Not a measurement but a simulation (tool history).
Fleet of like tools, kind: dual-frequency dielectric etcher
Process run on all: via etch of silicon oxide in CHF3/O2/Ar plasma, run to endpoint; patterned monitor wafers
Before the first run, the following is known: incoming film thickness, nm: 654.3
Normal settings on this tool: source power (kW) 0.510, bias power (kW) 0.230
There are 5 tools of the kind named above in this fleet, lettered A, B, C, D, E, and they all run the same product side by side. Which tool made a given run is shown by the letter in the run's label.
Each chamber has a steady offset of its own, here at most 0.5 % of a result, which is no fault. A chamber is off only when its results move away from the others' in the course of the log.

run 1C hour=6.5 | source_power_(kW)=0.510 bias_power_(kW)=0.230 | endpoint_time_(s)=324.00
run 2E hour=10.0 | source_power_(kW)=0.510 bias_power_(kW)=0.230 | endpoint_time_(s)=324.17
run 3D hour=13.6 | source_power_(kW)=0.510 bias_power_(kW)=0.230 | endpoint_time_(s)=323.43
run 4B hour=18.8 | source_power_(kW)=0.510 bias_power_(kW)=0.230 | endpoint_time_(s)=322.67
run 5A hour=23.6 | source_power_(kW)=0.510 bias_power_(kW)=0.230 | endpoint_time_(s)=321.57
run 6E hour=26.9 | source_power_(kW)=0.510 bias_power_(kW)=0.230 | endpoint_time_(s)=320.90
run 7D hour=33.3 | source_power_(kW)=0.460 bias_power_(kW)=0.279 | endpoint_time_(s)=313.73
run 8A hour=37.6 | source_power_(kW)=0.460 bias_power_(kW)=0.279 | endpoint_time_(s)=311.40
run 9C hour=41.6 | source_power_(kW)=0.460 bias_power_(kW)=0.279 | endpoint_time_(s)=313.13
-- hour=45.9 chamber B: wet clean of the chamber
run 10B hour=46.3 | source_power_(kW)=0.460 bias_power_(kW)=0.279 | endpoint_time_(s)=303.38
run 11D hour=49.8 | source_power_(kW)=0.460 bias_power_(kW)=0.279 | endpoint_time_(s)=314.46
run 12B hour=56.2 | source_power_(kW)=0.510 bias_power_(kW)=0.230 | endpoint_time_(s)=312.65
run 13C hour=60.5 | source_power_(kW)=0.510 bias_power_(kW)=0.230 | endpoint_time_(s)=324.66
run 14E hour=63.7 | source_power_(kW)=0.510 bias_power_(kW)=0.230 | endpoint_time_(s)=324.00
run 15A hour=68.4 | source_power_(kW)=0.580 bias_power_(kW)=0.230 | endpoint_time_(s)=306.49
run 16A hour=72.0 | source_power_(kW)=0.580 bias_power_(kW)=0.230 | endpoint_time_(s)=305.93
run 17E hour=76.4 | source_power_(kW)=0.580 bias_power_(kW)=0.230 | endpoint_time_(s)=308.13
run 18B hour=79.6 | source_power_(kW)=0.580 bias_power_(kW)=0.230 | endpoint_time_(s)=296.76
run 19C hour=85.4 | source_power_(kW)=0.580 bias_power_(kW)=0.230 | endpoint_time_(s)=308.87
run 20D hour=91.7 | source_power_(kW)=0.510 bias_power_(kW)=0.230 | endpoint_time_(s)=321.81
run 21E hour=94.9 | source_power_(kW)=0.510 bias_power_(kW)=0.230 | endpoint_time_(s)=324.89
run 22B hour=100.0 | source_power_(kW)=0.510 bias_power_(kW)=0.230 | endpoint_time_(s)=309.97
run 23A hour=103.6 | source_power_(kW)=0.510 bias_power_(kW)=0.230 | endpoint_time_(s)=321.52
run 24D hour=109.4 | source_power_(kW)=0.510 bias_power_(kW)=0.230 | endpoint_time_(s)=321.47
run 25C hour=112.7 | source_power_(kW)=0.510 bias_power_(kW)=0.230 | endpoint_time_(s)=322.07
run 26A hour=117.9 | source_power_(kW)=0.510 bias_power_(kW)=0.230 | endpoint_time_(s)=322.33
run 27C hour=124.3 | source_power_(kW)=0.510 bias_power_(kW)=0.230 | endpoint_time_(s)=323.12
run 28B hour=131.2 | source_power_(kW)=0.510 bias_power_(kW)=0.230 | endpoint_time_(s)=310.46
run 29D hour=137.4 | source_power_(kW)=0.510 bias_power_(kW)=0.230 | endpoint_time_(s)=321.95
run 30E hour=141.5 | source_power_(kW)=0.510 bias_power_(kW)=0.230 | endpoint_time_(s)=325.18
run 31E hour=146.6 | source_power_(kW)=0.510 bias_power_(kW)=0.230 | endpoint_time_(s)=322.40
run 32A hour=152.6 | source_power_(kW)=0.510 bias_power_(kW)=0.230 | endpoint_time_(s)=319.77

One chamber off, gauge drift, or nothing amiss beyond the chambers' own small offsets? If it is a chamber, which one, and what is the likeliest cause?

Chamber B has stood off from the others ever since a service on it.
Most likely cause: etch rate over this chamber's usual, % = 3.02.

Chamber B could run next with any of the 4 candidate recipes listed below; each alters the usual settings, and their results appear as question marks. Which one brings its results back in line with what the other chambers deliver on the usual settings?
In-line tolerance around the mean of the other chambers on the usual settings: endpoint time (s) 4.30
run 33B-1 hour=157.6 | source_power_(kW)=0.490 bias_power_(kW)=0.220 | endpoint_time_(s)=?
run 33B-2 hour=157.6 | source_power_(kW)=0.500 bias_power_(kW)=0.227 | endpoint_time_(s)=?
run 33B-3 hour=157.6 | source_power_(kW)=0.510 bias_power_(kW)=0.252 | endpoint_time_(s)=?
run 33B-4 hour=157.6 | source_power_(kW)=0.520 bias_power_(kW)=0.233 | endpoint_time_(s)=?

The other chambers' mean on the usual settings: endpoint time (s) 322.61
run=33B-1 endpoint_time_(s)=321.92
run=33B-2 endpoint_time_(s)=316.03
run=33B-3 endpoint_time_(s)=302.33
run=33B-4 endpoint_time_(s)=308.63
33B-1 is the one that brings the chamber's results back in line with the other chambers.
